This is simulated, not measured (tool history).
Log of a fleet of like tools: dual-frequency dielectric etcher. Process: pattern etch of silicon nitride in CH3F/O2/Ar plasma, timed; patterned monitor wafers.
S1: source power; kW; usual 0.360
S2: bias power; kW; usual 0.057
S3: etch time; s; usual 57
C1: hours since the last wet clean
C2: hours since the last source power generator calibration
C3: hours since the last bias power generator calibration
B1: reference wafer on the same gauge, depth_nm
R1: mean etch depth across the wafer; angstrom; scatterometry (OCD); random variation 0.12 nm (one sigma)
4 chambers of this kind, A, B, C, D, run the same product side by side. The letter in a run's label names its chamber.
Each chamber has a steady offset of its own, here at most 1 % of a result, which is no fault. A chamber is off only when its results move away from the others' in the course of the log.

run,hour,S1,S2,S3,C1,C2,C3,B1,R1
1C,2.8,0.360,0.057,57,301.8,3140.9,3090.4,35.494,352.72
2B,6.4,0.360,0.057,57,141.2,4508.0,2831.5,35.516,357.87
3D,9.0,0.360,0.057,57,381.9,4017.0,2659.1,35.512,356.28
4A,12.7,0.360,0.057,57,165.7,295.4,373.0,35.505,355.91
5C,16.9,0.360,0.057,57,315.9,3155.0,3104.5,35.477,351.92
6D,19.0,0.360,0.057,57,391.9,4027.0,2669.1,35.527,356.73
7B,22.2,0.360,0.057,57,157.0,4523.8,2847.3,35.502,358.30
8A,25.8,0.360,0.057,57,178.8,308.5,386.1,35.500,358.44
9A,29.1,0.360,0.057,57,182.1,311.8,389.4,35.481,357.75
10D,31.6,0.360,0.057,57,404.5,4039.6,2681.7,35.504,355.96
11B,35.1,0.360,0.057,57,169.9,4536.7,2860.2,35.516,357.98
12C,37.5,0.360,0.057,57,336.5,3175.6,3125.1,35.485,351.28
13B,40.8,0.360,0.057,57,175.6,4542.4,2865.9,35.519,358.43
14C,45.2,0.360,0.057,57,344.2,3183.3,3132.8,35.478,351.82
15A,49.8,0.360,0.057,57,202.8,332.5,410.1,35.491,359.12
# hour 50.2: chamber D: wet clean of the chamber
16D,52.4,0.360,0.057,57,2.3,4060.4,2702.5,35.465,356.64
17D,55.2,0.360,0.057,57,5.1,4063.2,2705.3,35.479,356.05
18A,57.7,0.360,0.057,57,210.7,340.4,418.0,35.509,360.32
19B,59.8,0.360,0.057,57,194.6,4561.4,2884.9,35.543,357.05
20C,64.4,0.360,0.057,57,363.4,3202.5,3152.0,35.505,352.93
21C,67.2,0.360,0.057,57,366.2,3205.3,3154.8,35.498,351.29
22B,71.1,0.360,0.057,57,205.9,4572.7,2896.2,35.497,356.72
23A,75.1,0.360,0.057,57,228.1,357.8,435.4,35.489,361.75
24D,77.5,0.360,0.057,57,27.4,4085.5,2727.6,35.520,353.42
25A,80.5,0.360,0.057,57,233.5,363.2,440.8,35.531,362.21
26C,83.7,0.360,0.057,57,382.7,3221.8,3171.3,35.470,351.31
27D,87.6,0.360,0.057,57,37.5,4095.6,2737.7,35.478,355.21
28B,90.8,0.360,0.057,57,225.6,4592.4,2915.9,35.508,356.50
29C,93.2,0.360,0.057,57,392.2,3231.3,3180.8,35.507,350.05
30A,95.7,0.360,0.057,57,248.7,378.4,456.0,35.508,364.64
31B,99.1,0.360,0.057,57,233.9,4600.7,2924.2,35.465,358.51
32D,103.1,0.360,0.057,57,53.0,4111.1,2753.2,35.516,357.63
33A,107.7,0.360,0.057,57,260.7,390.4,468.0,35.493,365.71
34B,111.5,0.320,0.057,57,246.3,4613.1,2936.6,35.502,341.71
35C,113.8,0.320,0.057,57,412.8,3251.9,3201.4,35.466,338.53
36D,117.3,0.320,0.057,57,67.2,4125.3,2767.4,35.500,339.48
37D,121.8,0.320,0.057,57,71.7,4129.8,2771.9,35.538,336.92

Next, every chamber runs the same settings. What will each give?
38A,125.2,0.410,0.057,57,,,,,?
38B,125.2,0.410,0.057,57,,,,,?
38C,125.2,0.410,0.057,57,,,,,?
38D,125.2,0.410,0.057,57,,,,,?

run,R1
38A,385.68
38B,377.18
38C,371.81
38D,375.40
